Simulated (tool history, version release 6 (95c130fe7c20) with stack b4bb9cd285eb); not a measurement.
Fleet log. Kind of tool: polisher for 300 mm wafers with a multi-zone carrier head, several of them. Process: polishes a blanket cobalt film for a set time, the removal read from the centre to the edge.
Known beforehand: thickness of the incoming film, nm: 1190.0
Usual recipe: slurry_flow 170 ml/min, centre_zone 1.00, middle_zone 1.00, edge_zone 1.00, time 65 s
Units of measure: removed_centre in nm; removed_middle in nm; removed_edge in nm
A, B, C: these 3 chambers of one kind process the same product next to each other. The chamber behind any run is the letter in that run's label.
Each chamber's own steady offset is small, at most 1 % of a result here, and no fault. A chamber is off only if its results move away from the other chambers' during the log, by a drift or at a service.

run   hour  slurry_flow  centre_zone  middle_zone  edge_zone  time  removed_centre  removed_middle  removed_edge
 1C    5.0          170         1.00         1.00       1.00    65          253.21          254.65        251.55
 2B   10.2          170         1.00         1.00       1.00    65          255.48          251.88        253.53
 3A   20.7          170         1.00         1.00       1.00    65          249.96          248.22        257.33
 4B   30.6          170         1.00         1.00       1.00    65          251.94          252.52        254.45
 5A   39.3          170         1.00         1.00       1.00    65          249.97          253.81        247.85
 6C   47.5          170         1.00         1.00       1.00    65          253.89          253.59        255.27
      49.9  -- chamber A: worn pad replaced by a new one
      50.2  -- chamber A: edge zone pressure recalibrated
 7A   58.3          170         1.00         1.00       1.00    65          253.64          252.06        254.44
      59.1  -- chamber C: worn pad replaced by a new one
 8B   68.4          170         1.00         1.00       1.00    65          248.02          258.83        246.60
 9C   78.0          170         1.00         1.00       1.00    65          251.21          248.72        256.38
      82.8  -- chamber A: slurry nozzle cleaned
10A   83.4          170         1.00         1.00       1.00    65          249.40          252.28        259.49
11B   89.7          170         1.00         1.00       1.00    65          249.71          256.06        250.67
      99.3  -- chamber B: worn pad replaced by a new one
12C   99.8          170         0.96         1.00       1.00    65          242.66          246.16        256.51
     104.1  -- chamber C: slurry nozzle cleaned
13A  110.5          170         0.96         1.00       1.00    65          240.54          249.41        251.62
14B  117.7          170         0.96         1.00       1.00    65          240.55          256.76        252.94
15C  125.9          170         1.00         1.00       1.00    65          248.49          253.12        255.36
16B  131.0          170         1.00         1.00       1.00    65          247.14          252.39        250.76
17A  141.4          170         1.00         1.00       1.00    65          251.36          256.14        249.11
18C  148.3          170         1.00         1.11       1.00    65          254.61          271.08        253.00
19C  157.7          170         1.00         1.11       1.00    65          255.68          275.46        252.83
     162.5  -- chamber A: worn pad replaced by a new one
20A  168.1          170         1.00         1.11       1.00    65          252.71          280.92        250.67
     174.3  -- chamber C: centre zone pressure recalibrated
21B  177.6          170         1.00         1.00       1.00    65          246.67          255.54        252.46
22B  183.0          170         1.00         1.12       0.94    65          245.93          281.62        241.69
23A  188.8          170         1.00         1.12       0.94    65          253.06          279.83        241.86
24C  195.9          170         1.00         1.12       0.94    65          254.51          285.45        242.65
25A  204.1          170         1.00         1.00       1.00    65          253.83          251.56        251.54
26B  209.6          170         1.00         1.00       1.00    65          243.35          251.23        251.20
     215.1  -- chamber C: worn pad replaced by a new one
27C  216.9          170         1.00         1.00       1.00    65          256.38          250.46        256.23
     219.7  -- chamber A: centre zone pressure recalibrated
28B  225.8          170         1.00         1.00       1.00    65          242.03          255.39        245.99
29A  235.3          200         1.00         1.00       1.08    65          263.18          262.65        265.52
30C  241.9          200         1.00         1.00       1.08    65          262.26          257.21        270.51
31C  248.7          200         1.00         1.00       1.08    65          261.17          257.95        265.37
32B  257.5          170         1.00         1.00       1.00    65          240.33          254.14        252.68
     258.0  -- chamber B: worn pad replaced by a new one
33A  265.9          170         0.93         1.00       1.00    65          232.19          248.46        249.73
     267.9  -- chamber B: slurry nozzle cleaned
34B  274.7          170         0.93         1.00       1.00    65          223.09          258.62        254.93
     279.7  -- chamber A: worn pad replaced by a new one
35A  279.8          170         0.93         1.00       1.00    65          230.76          250.01        254.15
36C  289.9          170         1.00         1.00       1.00    65          251.88          254.29        256.68
37A  296.9          170         1.00         1.00       1.00    65          254.26          255.32        255.14
38B  305.2          170         1.00         1.00       1.00    65          239.48          257.65        252.00
39C  311.0          170         1.00         1.00       1.00    65          251.78          246.23        253.90
40C  317.5          170         1.00         1.00       1.00    65          251.74          255.56        255.82
41B  323.6          170         1.00         1.00       1.00    65          237.31          258.61        249.06
42A  329.8          170         1.00         1.00       1.00    65          250.85          251.24        252.89
43B  336.3          170         0.93         1.00       1.00    65          219.05          251.79        248.82

Read the log: is a single chamber off, either drifting away or since a service, is the gauge that measures every chamber drifting, or is nothing wrong beyond small per-chamber offsets? Name any odd chamber and what most likely caused it.

It is chamber B that slowly wanders off from its peers.
Most likely cause: centre zone's pressure below its setpoint, % = 5.88.

Here are 4 candidates for chamber B's next run, each the usual settings with a change, their results left as question marks. Which one brings its results back in line with what the others give on the usual settings?
Maximum distance from the other chambers' mean on the usual settings for a result to count as in line: removed_centre 6.70 nm; removed_middle 11.00 nm; removed_edge 9.10 nm
44B-1  344.3          170         1.01         0.99       1.00    65               ?               ?             ?
44B-2  344.3          165         0.95         1.02       1.01    65               ?               ?             ?
44B-3  344.3          170         0.99         1.01       1.00    65               ?               ?             ?
44B-4  344.3          175         1.05         0.98       0.99    65               ?               ?             ?

Other chambers, usual settings, mean: removed_centre 252.69 nm; removed_middle 252.16 nm; removed_edge 252.80 nm
  run  removed_centre  removed_middle  removed_edge
44B-1          239.25          253.52        251.65
44B-2          222.34          259.39        251.94
44B-3          234.06          258.29        251.58
44B-4          251.04          252.32        251.23
44B-4 is the one that brings the chamber's results back in line with the other chambers.
